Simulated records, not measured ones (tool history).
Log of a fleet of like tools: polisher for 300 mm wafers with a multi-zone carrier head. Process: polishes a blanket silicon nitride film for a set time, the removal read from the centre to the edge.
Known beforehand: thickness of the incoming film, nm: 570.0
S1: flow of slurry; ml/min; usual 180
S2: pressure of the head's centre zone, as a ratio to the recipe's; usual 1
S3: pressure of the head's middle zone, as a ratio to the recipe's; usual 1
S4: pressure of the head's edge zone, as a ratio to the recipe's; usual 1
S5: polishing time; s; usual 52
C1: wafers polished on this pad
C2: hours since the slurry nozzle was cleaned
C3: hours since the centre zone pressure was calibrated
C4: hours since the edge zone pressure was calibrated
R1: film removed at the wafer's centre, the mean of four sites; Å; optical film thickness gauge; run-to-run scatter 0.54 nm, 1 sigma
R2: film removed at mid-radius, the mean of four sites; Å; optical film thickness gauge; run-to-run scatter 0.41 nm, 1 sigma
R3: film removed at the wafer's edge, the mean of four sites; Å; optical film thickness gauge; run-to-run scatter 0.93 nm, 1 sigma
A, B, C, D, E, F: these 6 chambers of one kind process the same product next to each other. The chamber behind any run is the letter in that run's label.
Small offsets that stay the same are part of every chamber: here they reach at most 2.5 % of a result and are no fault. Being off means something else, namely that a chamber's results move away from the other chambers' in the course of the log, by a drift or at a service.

run   hour   S1    S2    S3    S4  S5    C1     C2      C3      C4      R1      R2      R3
 1A   13.1  180     1     1     1  52  1395  354.8   373.6  1109.7  659.35  660.62  658.38
      20.2  -- chamber A: worn pad replaced by a new one
      20.3  -- chamber A: centre zone pressure recalibrated
 2B   20.8  180     1     1     1  52   554  658.7   609.5  1043.8  672.75  658.35  664.01
 3F     29  180     1     1     1  52   824  197.1   246.1   928.7  662.93   659.5  678.54
 4C   40.4  180     1     1     1  52   742  684.4   709.1     429  665.06  662.98   653.2
      44.4  -- chamber B: worn pad replaced by a new one
      44.5  -- chamber F: worn pad replaced by a new one
 5E   50.4  180     1     1     1  52  1239  272.9    98.3   606.6  668.13  671.33  657.11
      54.7  -- chamber E: worn pad replaced by a new one
 6D   60.5  180     1     1     1  52   775   96.8   596.2   588.5  660.75  660.08  678.68
 7F   74.3  180     1     1     1  52   224  242.4   291.4     974  665.55  663.73  668.72
      77.3  -- chamber C: centre zone pressure recalibrated
      80.4  -- chamber B: edge zone pressure recalibrated
 8D   81.6  180     1     1     1  52   934  117.9   617.3   609.6  656.19  660.01  660.27
      95.5  -- chamber C: worn pad replaced by a new one
 9E   95.6  180     1     1     1  52   307  318.1   143.5   651.8  677.86  667.04  659.18
      98.8  -- chamber C: slurry nozzle cleaned
10B  103.3  180     1     1     1  52   443  741.2     692    22.9  663.83  662.66   659.4
11A  115.3  180     1     1     1  52   714    457      95  1211.9  662.58   667.1  674.46
12C    125  180     1     1     1  52   222   26.3    47.8   513.6  666.21  660.45  644.41
13E  131.5  180     1     1     1  52   577    354   179.4   687.7  661.74  669.04  666.39
     135.5  -- chamber B: worn pad replaced by a new one
     137.2  -- chamber D: worn pad replaced by a new one
14F  140.9  180     1     1     1  52   725    309     358  1040.6  660.24  671.03  667.95
15A  148.1  180     1     1     1  52   961  489.8   127.8  1244.7  658.44  663.02  692.32
16D  160.2  180     1     1     1  52   173  196.5   695.9   688.2  667.42  661.31  684.56
17C  166.6  180     1  0.92     1  67   535   67.9    89.4   555.2  859.24  793.13  833.46
       168  -- chamber F: worn pad replaced by a new one
18B  180.9  180     1  0.92     1  67   341  818.8   769.6   100.5  866.71  785.39  858.36
19F  194.5  180     1  0.92     1  67   199  362.6   411.6  1094.2  841.13  789.63  857.77
     196.7  -- chamber A: worn pad replaced by a new one
20C  202.7  180     1  0.92     1  67   806    104   125.5   591.3  845.29  793.44  826.59
     204.1  -- chamber B: slurry nozzle cleaned
     212.4  -- chamber B: worn pad replaced by a new one
     216.5  -- chamber A: slurry nozzle cleaned
21B  216.6  180     1  0.92     1  67    32   12.5   805.3   136.2  873.48  799.37  857.99
     217.2  -- chamber C: edge zone pressure recalibrated
22E  226.9  180     1  0.92     1  67  1294  449.4   274.8   783.1  850.47  799.02  843.34
       235  -- chamber D: centre zone pressure recalibrated
     235.6  -- chamber F: slurry nozzle cleaned
     238.5  -- chamber E: slurry nozzle cleaned
23D  239.1  180     1     1     1  52   766  275.4     4.1   767.1  657.11   669.7  681.16
24A  253.6  180     1     1     1  52   428   37.2   233.3  1350.2     652  667.97  683.56
     255.8  -- chamber F: edge zone pressure recalibrated
     258.2  -- chamber E: worn pad replaced by a new one
25C    264  180     1     1     1  52  1267  165.3   186.8    46.8  667.15  665.06  646.76
       276  -- chamber C: worn pad replaced by a new one
26E  276.6  180     1     1     1  52   138   38.2   324.5   832.8  666.26  667.77   668.2
     285.7  -- chamber F: worn pad replaced by a new one
27F  288.6  180     1     1     1  52    22   53.1   505.7    32.8  657.92  667.91  671.46
     290.8  -- chamber D: worn pad replaced by a new one
     298.9  -- chamber B: worn pad replaced by a new one
28D  301.6  135     1     1  0.93  52    81  337.9    66.6   829.6  624.92  629.87  628.01
29B  314.5  135     1     1  0.93  52   117  110.4   903.2   234.1  656.53  625.79  616.04
30A  322.9  135     1     1  0.93  52   948  106.5   302.6  1419.5   620.3  629.66  624.43
31E  336.2  135     1     1  0.93  52   586   97.8   384.1   892.4  635.27  642.79  605.98
32D  348.3  135     1     1  0.93  52   432  384.6   113.3   876.3  621.69   631.9  615.75
33F  355.3  135     1     1  0.93  52   523  119.8   572.4    99.5  624.25  630.87  605.06
34A  364.3  180     1     1     1  52  1260  147.9     344  1460.9  652.42  667.39   692.9
35B  375.7  180     1     1     1  52   577  171.6   964.4   295.3   705.4  660.99  670.26
36C    384  180     1     1     1  52   812  285.3   306.8   166.8  659.66  662.01  649.17
     388.6  -- chamber B: worn pad replaced by a new one
37D  392.2  180     1     1     1  52   762  428.5   157.2   920.2   662.6  659.45  667.55
     401.1  -- chamber A: worn pad replaced by a new one
38E  403.9  180  1.04   1.1     1  52  1095  165.5   451.8   960.1  707.69   726.5  661.58
     407.1  -- chamber F: worn pad replaced by a new one
39B  411.7  180  1.04   1.1     1  52   173  207.6  1000.4   331.3  734.68  718.05  650.97
40A  423.9  180  1.04   1.1     1  52   172  207.5   403.6  1520.5   692.6  723.66  663.89
41F  437.2  180  1.04   1.1     1  52   226  201.7   654.3   181.4  684.32  731.17  649.73

The same settings go to every chamber for the next run, one line per chamber below. Forecast the results for each:
42A  447.7  180   1   1   1  52                   ?   ?   ?
42B  447.7  180   1   1   1  52                   ?   ?   ?
42C  447.7  180   1   1   1  52                   ?   ?   ?
42D  447.7  180   1   1   1  52                   ?   ?   ?
42E  447.7  180   1   1   1  52                   ?   ?   ?
42F  447.7  180   1   1   1  52                   ?   ?   ?

run      R1      R2      R3
42A  647.42  670.61  676.72
42B  719.12  666.12  677.09
42C   662.5  664.95  651.63
42D  651.81  668.15  667.64
42E  664.59  671.68  659.94
42F  654.05  668.67  656.48

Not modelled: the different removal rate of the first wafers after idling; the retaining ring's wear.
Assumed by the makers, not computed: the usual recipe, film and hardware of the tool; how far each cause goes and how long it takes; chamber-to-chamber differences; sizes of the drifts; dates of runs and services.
